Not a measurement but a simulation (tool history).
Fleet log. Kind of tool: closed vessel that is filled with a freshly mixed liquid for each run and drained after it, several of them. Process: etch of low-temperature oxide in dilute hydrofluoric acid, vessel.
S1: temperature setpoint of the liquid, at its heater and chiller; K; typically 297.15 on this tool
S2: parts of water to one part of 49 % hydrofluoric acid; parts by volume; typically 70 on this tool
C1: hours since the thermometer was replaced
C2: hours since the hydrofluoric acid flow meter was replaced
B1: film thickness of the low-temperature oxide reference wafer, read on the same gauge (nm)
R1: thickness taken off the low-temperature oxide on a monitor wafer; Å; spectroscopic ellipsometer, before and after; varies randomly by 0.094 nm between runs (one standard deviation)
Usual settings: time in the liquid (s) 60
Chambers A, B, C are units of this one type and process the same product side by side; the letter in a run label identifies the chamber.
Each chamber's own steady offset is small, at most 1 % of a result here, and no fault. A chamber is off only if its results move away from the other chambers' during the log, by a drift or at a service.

Run 1C, hour 3.8: usual settings; C1 176.3; C2 872.4; B1 69.992. Result: R1 155.21 Å.
Run 2B, hour 9.4: usual settings; C1 1299.4; C2 474.3; B1 69.963. Result: R1 157.31 Å.
Run 3A, hour 13.3: usual settings; C1 1422.8; C2 708.5; B1 70.034. Result: R1 154.90 Å.
Run 4B, hour 19.0: usual settings; C1 1309.0; C2 483.9; B1 70.000. Result: R1 156.80 Å.
Run 5A, hour 24.0: usual settings; C1 1433.5; C2 719.2; B1 70.016. Result: R1 153.17 Å.
Run 6C, hour 30.0: usual settings; C1 202.5; C2 898.6; B1 69.977. Result: R1 153.36 Å.
Run 7B, hour 33.6: usual settings; C1 1323.6; C2 498.5; B1 70.058. Result: R1 156.90 Å.
Run 8C, hour 36.6: usual settings; C1 209.1; C2 905.2; B1 70.004. Result: R1 154.68 Å.
Run 9A, hour 42.4: usual settings; C1 1451.9; C2 737.6; B1 70.054. Result: R1 152.36 Å.
Run 10C, hour 48.9: usual settings; C1 221.4; C2 917.5; B1 69.952. Result: R1 155.06 Å.
Run 11B, hour 52.4: usual settings; C1 1342.4; C2 517.3; B1 69.997. Result: R1 156.10 Å.
Run 12A, hour 56.3: usual settings; C1 1465.8; C2 751.5; B1 70.030. Result: R1 154.00 Å.
Run 13C, hour 59.9: usual settings; C1 232.4; C2 928.5; B1 70.003. Result: R1 155.35 Å.
Run 14B, hour 64.9: usual settings; C1 1354.9; C2 529.8; B1 69.974. Result: R1 156.82 Å.
Run 15A, hour 69.0: usual settings; C1 1478.5; C2 764.2; B1 69.997. Result: R1 155.24 Å.
Run 16A, hour 74.1: usual settings; C1 1483.6; C2 769.3; B1 70.032. Result: R1 153.92 Å.
Run 17C, hour 79.3: usual settings; C1 251.8; C2 947.9; B1 70.008. Result: R1 153.46 Å.
Run 18B, hour 83.1: usual settings; C1 1373.1; C2 548.0; B1 69.958. Result: R1 156.03 Å.
Run 19C, hour 86.7: usual settings but S1 299.65 K, time in the liquid (s) 95; C1 259.2; C2 955.3; B1 70.000. Result: R1 267.73 Å.
Run 20A, hour 90.8: usual settings but S1 299.65 K, time in the liquid (s) 95; C1 1500.3; C2 786.0; B1 69.976. Result: R1 271.26 Å.
Run 21B, hour 94.0: usual settings but S1 299.65 K, time in the liquid (s) 95; C1 1384.0; C2 558.9; B1 69.975. Result: R1 275.78 Å.
Run 22C, hour 98.0: usual settings; C1 270.5; C2 966.6; B1 70.007. Result: R1 153.96 Å.
At hour 103.0: chamber B: thermometer replaced.
Run 23B, hour 104.5: usual settings; C1 1.5; C2 569.4; B1 70.021. Result: R1 157.48 Å.
Run 24A, hour 108.8: usual settings; C1 1518.3; C2 804.0; B1 70.001. Result: R1 157.16 Å.
Run 25C, hour 112.8: usual settings; C1 285.3; C2 981.4; B1 69.981. Result: R1 154.76 Å.
Run 26A, hour 117.9: usual settings; C1 1527.4; C2 813.1; B1 70.010. Result: R1 157.31 Å.
Run 27B, hour 122.2: usual settings; C1 19.2; C2 587.1; B1 70.002. Result: R1 158.07 Å.
Run 28C, hour 127.0: usual settings; C1 299.5; C2 995.6; B1 70.037. Result: R1 156.71 Å.
Run 29B, hour 132.5: usual settings; C1 29.5; C2 597.4; B1 69.977. Result: R1 156.54 Å.
Run 30A, hour 136.8: usual settings; C1 1546.3; C2 832.0; B1 69.994. Result: R1 157.87 Å.
Run 31A, hour 140.2: usual settings; C1 1549.7; C2 835.4; B1 70.011. Result: R1 158.17 Å.
Run 32C, hour 144.1: usual settings; C1 316.6; C2 1012.7; B1 70.022. Result: R1 153.07 Å.
Run 33B, hour 147.5: usual settings; C1 44.5; C2 612.4; B1 69.994. Result: R1 156.74 Å.
Run 34B, hour 150.8: usual settings; C1 47.8; C2 615.7; B1 69.986. Result: R1 158.03 Å.
Run 35C, hour 156.0: usual settings; C1 328.5; C2 1024.6; B1 69.986. Result: R1 153.93 Å.
Run 36A, hour 162.0: usual settings; C1 1571.5; C2 857.2; B1 70.000. Result: R1 159.60 Å.
Run 37B, hour 167.8: usual settings; C1 64.8; C2 632.7; B1 69.997. Result: R1 156.43 Å.
Run 38A, hour 172.7: usual settings; C1 1582.2; C2 867.9; B1 70.000. Result: R1 160.42 Å.
Run 39C, hour 178.5: usual settings; C1 351.0; C2 1047.1; B1 69.980. Result: R1 154.47 Å.
Run 40A, hour 184.7: usual settings but S1 292.15 K; C1 1594.2; C2 879.9; B1 70.039. Result: R1 132.16 Å.

For the next run the whole fleet of 3 chambers uses the same settings. Give each chamber's results:
Run 41A, hour 189.3: usual settings but S2 80 parts by volume. Result: R1 ?.
Run 41B, hour 189.3: usual settings but S2 80 parts by volume. Result: R1 ?.
Run 41C, hour 189.3: usual settings but S2 80 parts by volume. Result: R1 ?.

run      R1
41A  141.30
41B  135.10
41C  133.28
